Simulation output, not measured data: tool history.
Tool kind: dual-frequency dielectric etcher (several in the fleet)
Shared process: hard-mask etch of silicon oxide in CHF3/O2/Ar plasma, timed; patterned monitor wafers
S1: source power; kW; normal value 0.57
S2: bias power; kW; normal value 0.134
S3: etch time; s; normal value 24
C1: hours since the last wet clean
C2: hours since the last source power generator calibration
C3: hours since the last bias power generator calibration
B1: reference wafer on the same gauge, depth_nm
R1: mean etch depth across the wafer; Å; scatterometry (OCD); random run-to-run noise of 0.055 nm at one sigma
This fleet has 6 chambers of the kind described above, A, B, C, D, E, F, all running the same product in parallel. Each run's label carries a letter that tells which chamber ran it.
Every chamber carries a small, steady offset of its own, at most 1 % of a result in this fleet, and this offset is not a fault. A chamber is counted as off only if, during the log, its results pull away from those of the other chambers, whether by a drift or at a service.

run     day    S1     S2    S3     C1      C2      C3      B1      R1
      0.246  -- chamber E: wet clean of the chamber
 1A   0.604  0.57  0.134    24   81.8  1447.2  1210.5  47.199  424.12
      0.888  -- chamber C: wet clean of the chamber
      0.942  -- chamber E: bias power generator calibrated
 2C   1.133  0.57  0.134    24      6   489.1  1371.2  47.182  420.55
 3E   1.562  0.57  0.134    24   31.6  1937.9    14.9  47.179  420.59
 4B    1.85  0.57  0.134    24  441.4    1967  4022.4  47.193  420.77
 5D   2.417  0.57  0.134    24  255.8   695.1  2745.1  47.181  422.83
 6F   3.046  0.57  0.134    24  280.6  1842.6   907.6  47.172  422.64
 7C   3.454  0.57  0.134    24   61.7   544.8  1426.9  47.153  420.49
      3.629  -- chamber B: wet clean of the chamber
 8B   3.779  0.57  0.134    24    3.7  2013.3  4068.7  47.157     419
 9D   4.083  0.57  0.167  17.5  295.8   735.1  2785.1  47.156  331.88
10E   4.658  0.57  0.167  17.5  105.9  2012.2    89.2  47.138  329.44
11A   5.121  0.57  0.167  17.5  190.2  1555.6  1318.9   47.14  332.78
12F   5.496  0.57  0.167  17.5  339.4  1901.4   966.4  47.134  331.48
13F   6.154  0.57  0.167  17.5  355.2  1917.2   982.2  47.121   331.3
14C   6.512  0.57  0.167  17.5  135.1   618.2  1500.3  47.125  329.13
15E   7.008  0.57  0.134    24  162.3  2068.6   145.6  47.097  419.91
16D    7.65  0.57  0.134    24  381.4   820.7  2870.7  47.105  421.52
       7.75  -- chamber A: source power generator calibrated
17A   7.938  0.57  0.134    24  257.8     4.5  1386.5  47.114   423.6
18B   8.496  0.57  0.134    24  116.9  2126.5  4181.9  47.092  419.15
      8.788  -- chamber F: wet clean of the chamber
19A     9.1  0.57  0.134    24  285.7    32.4  1414.4  47.081  423.69
20B   9.571  0.57  0.134    24  142.7  2152.3  4207.7  47.085  420.35
21D  10.142  0.57  0.134    24  441.2   880.5  2930.5  47.056  423.44
22F  10.492  0.57  0.134    24   40.9  2021.3  1086.3   47.08  421.17
23C  10.917  0.57  0.134    24  240.8   723.9    1606  47.048   419.5
     11.521  -- chamber B: source power generator calibrated
24E  11.538  0.48  0.134    24    271  2177.3   254.3  47.059  391.67
25E  11.833  0.48  0.134    24  278.1  2184.4   261.4  47.046  392.15
26A  12.392  0.48  0.134    24  364.7   111.4  1493.4  47.041  395.06
27F  12.796  0.48  0.134    24   96.2  2076.6  1141.6  47.035  394.68
28D  13.425  0.48  0.134    24    520   959.3  3009.3  47.025  394.89
     13.621  -- chamber D: wet clean of the chamber
29B  14.079  0.48  0.134    24  250.9    61.4  4315.9  47.019   391.4
30C  14.496  0.57  0.134    24  326.7   809.8  1691.9  47.013  419.22
31E  14.804  0.57  0.134    24  349.4  2255.7   332.7  47.002  419.09
32A  15.258  0.57  0.134    24  433.5   180.2  1562.2  47.018  422.28
     15.425  -- chamber A: wet clean of the chamber
33D  15.758  0.57  0.134    24   51.3  1015.3  3065.3  46.988  421.97
34C  16.258  0.68  0.108    24    369   852.1  1734.2  47.009   420.5
35B  16.633  0.68  0.108    24  312.2   122.7  4377.2  46.982  420.16
36F  16.967  0.68  0.108    24  196.3  2176.7  1241.7  46.986     423
     17.346  -- chamber E: wet clean of the chamber
37F  17.438  0.68  0.108    24  207.6    2188    1253  46.983  423.23
38D  17.838  0.68  0.108    24  101.2  1065.2  3115.2  46.977  423.11
39C  18.225  0.68  0.108    24  416.2   899.3  1781.4  46.967  419.87
40E  18.592  0.57  0.134    24     30  2346.6   423.6  46.952  418.56
41A  19.146  0.57  0.134    24   89.4   273.5  1655.5  46.955   422.1

Read the log: is a single chamber off, either drifting away or since a service, is the gauge that measures every chamber drifting, or is nothing wrong beyond small per-chamber offsets? Name any odd chamber and what most likely caused it.

The gauge drifts, so all chambers seem to drift together. No chamber is off.
What lies behind it: gauge reads low (%) = 0.531.
